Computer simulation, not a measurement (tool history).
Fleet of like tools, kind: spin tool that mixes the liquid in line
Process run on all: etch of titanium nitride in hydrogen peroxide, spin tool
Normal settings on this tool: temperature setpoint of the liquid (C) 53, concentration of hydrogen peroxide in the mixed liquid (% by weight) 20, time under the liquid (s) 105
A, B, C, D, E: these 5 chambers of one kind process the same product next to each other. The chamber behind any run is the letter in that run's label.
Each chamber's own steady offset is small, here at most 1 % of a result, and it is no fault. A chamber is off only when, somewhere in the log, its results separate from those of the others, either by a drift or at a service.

run,day,temperature setpoint of the liquid (C),concentration of hydrogen peroxide in the mixed liquid (% by weight),time under the liquid (s),hours since the thermometer was replaced,hours since the peroxide flow meter was replaced,hours since the heated supply line was repaired,hours since the drum of peroxide was connected,"read-back film thickness of the titanium nitride reference wafer, read on the same gauge (nm)",thickness taken off the titanium nitride on a monitor wafer (nm)
# day 0.108: chamber D: heated supply line repaired
1E,0.279,53,20,105,1047.1,835.6,1341.7,724.9,130.03,5.1616
2B,0.550,53,20,105,278.2,126.8,37.5,127.6,130.00,5.3141
3C,0.762,53,20,105,1013.6,829.1,799.7,180.7,129.99,5.2599
4A,0.975,53,20,105,264.0,729.7,3623.8,367.7,129.98,5.3222
5D,1.238,53,20,105,1477.4,201.7,27.2,1015.4,129.98,5.2235
6C,1.417,53,20,105,1029.3,844.8,815.4,196.4,130.01,5.3746
7E,1.804,53,20,145,1083.7,872.2,1378.3,761.5,130.00,7.1907
8A,2.083,53,20,145,290.6,756.3,3650.4,394.3,130.01,7.3044
9B,2.454,53,20,145,323.9,172.5,83.2,173.3,129.99,7.2518
10D,2.712,53,20,145,1512.8,237.1,62.6,1050.8,130.00,7.2599
11E,2.933,53,20,145,1110.8,899.3,1405.4,788.6,130.00,7.1473
12D,3.217,53,20,105,1524.9,249.2,74.7,1062.9,129.99,5.2840
# day 3.288: chamber A: heated supply line repaired
13C,3.471,53,20,105,1078.6,894.1,864.7,245.7,130.01,5.3740
14A,3.792,53,20,105,331.6,797.3,12.2,435.3,130.01,5.2527
15B,4.067,53,20,105,362.6,211.2,121.9,212.0,130.01,5.2561
16A,4.354,53,20,105,345.1,810.8,25.7,448.8,129.99,5.3866
17C,4.575,53,20,105,1105.1,920.6,891.2,272.2,130.03,5.3195
18B,4.775,53,20,105,379.6,228.2,138.9,229.0,130.02,5.3497
# day 4.812: chamber A: new drum of peroxide connected
19E,4.958,53,15,105,1159.4,947.9,1454.0,837.2,130.00,4.9488
20D,5.188,53,15,105,1572.2,296.5,122.0,1110.2,130.01,5.0510
21B,5.367,53,15,105,393.8,242.4,153.1,243.2,130.00,4.9329
22C,5.546,53,15,105,1128.4,943.9,914.5,295.5,130.03,4.8837
23E,5.900,53,15,105,1182.0,970.5,1476.6,859.8,130.01,4.8930
24D,6.279,53,20,105,1598.4,322.7,148.2,1136.4,129.99,5.5359
25A,6.625,53,20,105,399.6,865.3,80.2,43.6,130.01,5.2074
26A,6.862,53,20,105,405.3,871.0,85.9,49.3,130.01,5.2653
27B,7.088,53,16,105,435.1,283.7,194.4,284.5,130.01,4.9545
28D,7.433,53,16,105,1626.1,350.4,175.9,1164.1,130.00,5.2886
29E,7.629,53,16,105,1223.5,1012.0,1518.1,901.3,129.99,4.9933
30C,7.817,53,16,105,1182.9,998.4,969.0,350.0,130.00,5.0079
31E,8.038,53,16,105,1233.3,1021.8,1527.9,911.1,130.01,4.9208
32B,8.338,53,20,105,465.1,313.7,224.4,314.5,129.98,5.1809
33C,8.721,53,20,105,1204.6,1020.1,990.7,371.7,129.99,5.2109
# day 8.867: chamber A: thermometer replaced
34A,9.100,53,20,105,5.7,924.7,139.6,103.0,130.02,5.2888
35D,9.467,53,20,105,1674.9,399.2,224.7,1212.9,130.01,5.6862
36C,9.829,53,20,105,1231.2,1046.7,1017.3,398.3,130.01,5.3205
37E,10.062,53,20,105,1281.9,1070.4,1576.5,959.7,130.00,5.1774
38B,10.242,53,20,105,510.8,359.4,270.1,360.2,130.01,5.2573
39A,10.583,53,20,105,41.3,960.3,175.2,138.6,130.01,5.2696
# day 10.712: chamber B: thermometer replaced
40D,10.946,53,20,105,1710.4,434.7,260.2,1248.4,130.00,5.8198
41C,11.296,59,20,145,1266.4,1081.9,1052.5,433.5,130.00,11.1510
42B,11.479,59,20,145,18.5,389.1,299.8,389.9,130.00,11.0830

Is one chamber off against the others, does the gauge drift, or is nothing wrong? If a chamber is off, say which, and what the likeliest cause is.

It is chamber D that slowly wanders off from its peers.
What lies behind it: liquid hotter than its thermometer reads (K) = 1.65.

Which of the 4 candidates below, each the usual settings with something changed and its results left as question marks, puts chamber D back in line with what the other chambers give on the usual settings?
To be in line, a result may differ from the other chambers' mean on the usual settings by at most: thickness taken off the titanium nitride on a monitor wafer (nm) 0.1700
43D-1,11.758,50.5,20,105,,,,,,?
43D-2,11.758,54.5,20,115,,,,,,?
43D-3,11.758,54.5,20,105,,,,,,?
43D-4,11.758,53.0,20,95,,,,,,?

Average result of the remaining chambers running the usual settings: thickness taken off the titanium nitride on a monitor wafer (nm) 5.2592
run,thickness taken off the titanium nitride on a monitor wafer (nm)
43D-1,4.8920
43D-2,7.1312
43D-3,6.5111
43D-4,5.2974
43D-4 is the one that brings the chamber's results back in line with the other chambers.
